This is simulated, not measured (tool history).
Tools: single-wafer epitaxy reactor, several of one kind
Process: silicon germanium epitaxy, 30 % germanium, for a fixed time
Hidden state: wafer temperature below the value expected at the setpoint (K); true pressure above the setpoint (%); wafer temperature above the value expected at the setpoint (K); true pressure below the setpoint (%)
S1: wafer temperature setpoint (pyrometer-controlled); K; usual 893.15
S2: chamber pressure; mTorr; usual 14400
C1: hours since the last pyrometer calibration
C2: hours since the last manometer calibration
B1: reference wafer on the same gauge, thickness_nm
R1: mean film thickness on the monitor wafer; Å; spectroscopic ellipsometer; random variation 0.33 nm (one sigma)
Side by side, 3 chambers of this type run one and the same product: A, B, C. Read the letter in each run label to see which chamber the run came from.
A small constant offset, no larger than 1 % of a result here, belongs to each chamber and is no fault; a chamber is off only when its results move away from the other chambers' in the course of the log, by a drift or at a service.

run   hour      S1     S2      C1      C2      B1      R1
 1A    7.2  893.15  14400   960.6   729.8  84.197  738.71
      13.6  -- chamber C: capacitance manometer re-zeroed and calibrated
 2C   16.9  893.15  14400   201.8     3.3  84.119   724.4
 3B   29.9  893.15  14400  1402.5  1096.4  84.156  739.37
 4A   43.5  893.15  14400   996.9   766.1  84.232  736.39
 5C   53.8  893.15  14400   238.7    40.2  84.185  729.86
 6B   60.5  893.15  14400  1433.1    1127  84.251  747.41
 7B     69  893.15  14400  1441.6  1135.5  84.232  756.45
 8A     81  893.15  14400  1034.4   803.6  84.289  740.81
 9C   94.6  893.15  14400   279.5      81  84.273  733.18
10C    109  893.15  14400   293.9    95.4  84.156   724.3
11A  121.5  893.15  14400  1074.9   844.1  84.254  744.15
12B    128  893.15  14400  1500.6  1194.5  84.223  761.08
13C    138  893.15  14400   322.9   124.4  84.204  730.07
14A  146.8  880.15  15700  1100.2   869.4   84.21  605.63
15B  157.5  880.15  15700  1530.1    1224  84.259  631.58
16B  171.5  880.15  15700  1544.1    1238  84.319  634.34
17A  178.4  893.15  14400  1131.8     901  84.196  736.77
18C  190.3  893.15  14400   375.2   176.7  84.248  727.73
     192.3  -- chamber B: capacitance manometer re-zeroed and calibrated
19C  200.5  893.15  14400   385.4   186.9  84.317  731.76
20B  207.7  893.15  14400  1580.3    15.5  84.204  776.72

Is one chamber off against the others, does the gauge drift, or is nothing wrong? If a chamber is off, say which, and what the likeliest cause is.

It is chamber B that slowly wanders off from its peers.
Cause: wafer temperature above the value expected at the setpoint (K) = 2.88.

Below are 4 candidate recipes for chamber B's next run, each the usual settings with a change, their results shown as question marks. Which of them brings B's results back in line with what the other chambers give on the usual settings?
Maximum distance from the other chambers' mean on the usual settings for a result to count as in line: R1 12 Å
21B-1  218.4  896.15  14700               ?
21B-2  218.4  893.15  10600               ?
21B-3  218.4  893.15  12400               ?
21B-4  218.4  899.15  14900               ?

Average result of the remaining chambers running the usual settings: R1 734.51 Å
  run      R1
21B-1  822.62
21B-2  689.79
21B-3  732.25
21B-4  869.97
21B-3 brings the chamber back in line.

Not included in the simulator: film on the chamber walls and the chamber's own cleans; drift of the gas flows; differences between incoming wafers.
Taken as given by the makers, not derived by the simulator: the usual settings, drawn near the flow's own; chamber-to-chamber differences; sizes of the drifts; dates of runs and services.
